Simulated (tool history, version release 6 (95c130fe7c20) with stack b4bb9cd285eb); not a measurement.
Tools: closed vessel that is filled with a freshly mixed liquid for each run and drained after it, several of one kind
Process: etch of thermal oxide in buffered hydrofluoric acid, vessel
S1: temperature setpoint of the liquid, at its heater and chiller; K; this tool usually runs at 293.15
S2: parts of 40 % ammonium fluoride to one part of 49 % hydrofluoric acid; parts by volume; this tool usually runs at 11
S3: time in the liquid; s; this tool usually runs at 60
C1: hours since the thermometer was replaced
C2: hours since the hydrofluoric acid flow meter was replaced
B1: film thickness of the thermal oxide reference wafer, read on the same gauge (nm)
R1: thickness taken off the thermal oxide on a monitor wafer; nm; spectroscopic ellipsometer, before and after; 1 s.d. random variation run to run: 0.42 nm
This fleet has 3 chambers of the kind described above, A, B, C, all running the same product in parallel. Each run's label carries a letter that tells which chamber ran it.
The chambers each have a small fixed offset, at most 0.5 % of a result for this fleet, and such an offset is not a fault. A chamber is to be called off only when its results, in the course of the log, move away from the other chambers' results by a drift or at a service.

run,day,S1,S2,S3,C1,C2,B1,R1
1C,0.6,293.15,11,60,100.1,598.4,149.97,51.416
2B,0.888,293.15,11,60,518,136.4,149.98,51.782
3A,1.221,293.15,11,60,1117.8,197.1,149.98,51.323
4B,1.717,293.15,11,60,537.9,156.3,149.99,51.453
5C,2.208,293.15,11,60,138.7,637,150.01,50.914
6A,2.775,293.15,11,60,1155.1,234.4,150.01,51.726
7C,3.371,293.15,9.5,60,166.6,664.9,149.99,58.133
8A,3.725,293.15,9.5,60,1177.9,257.2,149.99,58.231
9B,4.088,293.15,9.5,60,594.8,213.2,149.96,57.92
10C,4.483,293.15,9,60,193.3,691.6,150.01,60.934
11B,4.917,293.15,9,60,614.7,233.1,150,59.813
12A,5.379,293.15,9,60,1217.6,296.9,150.03,61.333
13A,5.925,293.15,11,60,1230.7,310,150.01,51.861
14B,6.304,293.15,11,60,648,266.4,149.98,51.126
15C,6.892,293.15,11,60,251.1,749.4,150,50.802
16B,7.446,293.15,11,60,675.4,293.8,150,51.89
17C,7.9,293.15,11,60,275.3,773.6,149.99,51.261
18A,8.504,293.15,11,60,1292.6,371.9,150,52.121
19B,8.875,293.15,11,60,709.7,328.1,150.03,51.895
20A,9.433,293.15,11,60,1314.9,394.2,150.01,52.229
21C,9.9,293.15,11,60,323.3,821.6,150,51.507
22B,10.354,293.15,11,60,745.2,363.6,149.99,51.549
23A,10.9,293.15,11,60,1350.1,429.4,150.02,52.238
24C,11.533,293.15,11,60,362.5,860.8,149.99,51.277
25B,12.117,293.15,11,60,787.5,405.9,149.98,51.711
26A,12.567,293.15,11,60,1390.1,469.4,149.99,53.936
27C,13.021,293.15,11,60,398.2,896.5,150.03,50.861
28B,13.433,293.15,11,60,819.1,437.5,150.02,50.709
29A,13.725,290.15,13.5,60,1417.9,497.2,150,36.628
30C,14.346,290.15,13.5,60,430,928.3,150.01,35.843
31A,14.779,290.15,13.5,60,1443.2,522.5,149.99,36.822
32B,15.333,293.15,13.5,50,864.7,483.1,150.02,34.939
33C,15.75,293.15,13.5,50,463.7,962,150,34.777
34C,16.292,293.15,13.5,50,476.7,975,149.99,34.776
35A,16.871,293.15,11,60,1493.4,572.7,149.98,54.396
36B,17.196,293.15,11,60,909.4,527.8,149.98,52.202
37C,17.638,290.15,11,60,509,1007.3,150.03,43.709

One chamber off, gauge drift, or nothing amiss beyond the chambers' own small offsets? If it is a chamber, which one, and what is the likeliest cause?

It is chamber A that slowly wanders off from its peers.
Likeliest cause: hydrofluoric acid flow above the setpoint (%) = 4.93.
It could be hard to tell apart here from: liquid hotter than its thermometer reads (K).

Which of the 4 candidates below, each the usual settings with something changed and its results left as question marks, puts chamber A back in line with what the other chambers give on the usual settings?
To be in line, a result may differ from the other chambers' mean on the usual settings by at most: R1 1.5 nm
38A-1,18.096,293.15,11,55,,,,?
38A-2,18.096,293.15,11,65,,,,?
38A-3,18.096,292.65,11,60,,,,?
38A-4,18.096,293.15,10.5,60,,,,?

Mean of the other chambers on the usual settings: R1 51.555 nm
run,R1
38A-1,49.128
38A-2,58.06
38A-3,52.142
38A-4,56.075
With 38A-3, the chamber falls back in line with the rest.

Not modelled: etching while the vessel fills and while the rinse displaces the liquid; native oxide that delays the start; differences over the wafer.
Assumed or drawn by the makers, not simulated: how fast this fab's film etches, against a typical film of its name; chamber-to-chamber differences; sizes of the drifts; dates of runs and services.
